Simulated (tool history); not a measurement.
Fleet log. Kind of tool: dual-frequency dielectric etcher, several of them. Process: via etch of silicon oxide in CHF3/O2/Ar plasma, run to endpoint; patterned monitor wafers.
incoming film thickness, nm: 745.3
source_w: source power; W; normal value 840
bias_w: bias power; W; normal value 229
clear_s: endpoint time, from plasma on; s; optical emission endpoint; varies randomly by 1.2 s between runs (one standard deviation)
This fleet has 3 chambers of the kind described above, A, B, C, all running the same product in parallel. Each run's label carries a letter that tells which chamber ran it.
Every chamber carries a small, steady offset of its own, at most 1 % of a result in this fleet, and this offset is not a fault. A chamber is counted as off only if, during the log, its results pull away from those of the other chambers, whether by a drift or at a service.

Run 1A, day 0.562: usual settings. Result: clear_s 304.55 s.
Run 2C, day 0.838: usual settings. Result: clear_s 309.62 s.
Run 3B, day 1.158: usual settings. Result: clear_s 304.08 s.
Run 4A, day 1.662: usual settings. Result: clear_s 305.17 s.
Run 5B, day 1.942: usual settings. Result: clear_s 305.40 s.
At day 2.162: chamber A: wet clean of the chamber.
Run 6C, day 2.429: usual settings. Result: clear_s 308.52 s.
Run 7B, day 2.829: usual settings. Result: clear_s 307.30 s.
Run 8C, day 3.288: usual settings. Result: clear_s 308.95 s.
Run 9A, day 3.712: usual settings. Result: clear_s 304.24 s.
Run 10C, day 4.167: usual settings. Result: clear_s 307.75 s.
Run 11B, day 4.475: usual settings. Result: clear_s 305.16 s.
Run 12A, day 5.000: usual settings. Result: clear_s 305.08 s.
Run 13B, day 5.308: usual settings. Result: clear_s 302.48 s.
Run 14A, day 5.688: usual settings. Result: clear_s 305.47 s.
Run 15C, day 6.062: usual settings. Result: clear_s 306.68 s.
Run 16C, day 6.312: usual settings. Result: clear_s 307.03 s.
At day 6.592: chamber C: wet clean of the chamber.
Run 17A, day 6.817: usual settings but source_w 660 W, bias_w 248 W. Result: clear_s 324.33 s.
Run 18B, day 7.238: usual settings but source_w 660 W, bias_w 248 W. Result: clear_s 324.61 s.
Run 19A, day 7.533: usual settings but source_w 660 W, bias_w 248 W. Result: clear_s 325.56 s.
Run 20B, day 7.988: usual settings but source_w 700 W, bias_w 258 W. Result: clear_s 312.45 s.
Run 21C, day 8.446: usual settings but source_w 700 W, bias_w 258 W. Result: clear_s 314.59 s.
Run 22B, day 8.971: usual settings but source_w 700 W, bias_w 258 W. Result: clear_s 311.09 s.
Run 23C, day 9.446: usual settings. Result: clear_s 305.57 s.
Run 24A, day 9.950: usual settings but source_w 680 W. Result: clear_s 330.77 s.
Run 25B, day 10.262: usual settings but source_w 680 W. Result: clear_s 330.43 s.
Run 26A, day 10.783: usual settings but source_w 680 W. Result: clear_s 330.24 s.
Run 27C, day 11.346: usual settings. Result: clear_s 308.75 s.

Next, every chamber runs the same settings. What will each give?
Run 28A, day 11.746: usual settings. Result: clear_s ?.
Run 28B, day 11.746: usual settings. Result: clear_s ?.
Run 28C, day 11.746: usual settings. Result: clear_s ?.

run  clear_s
28A   305.48
28B   304.87
28C   308.08

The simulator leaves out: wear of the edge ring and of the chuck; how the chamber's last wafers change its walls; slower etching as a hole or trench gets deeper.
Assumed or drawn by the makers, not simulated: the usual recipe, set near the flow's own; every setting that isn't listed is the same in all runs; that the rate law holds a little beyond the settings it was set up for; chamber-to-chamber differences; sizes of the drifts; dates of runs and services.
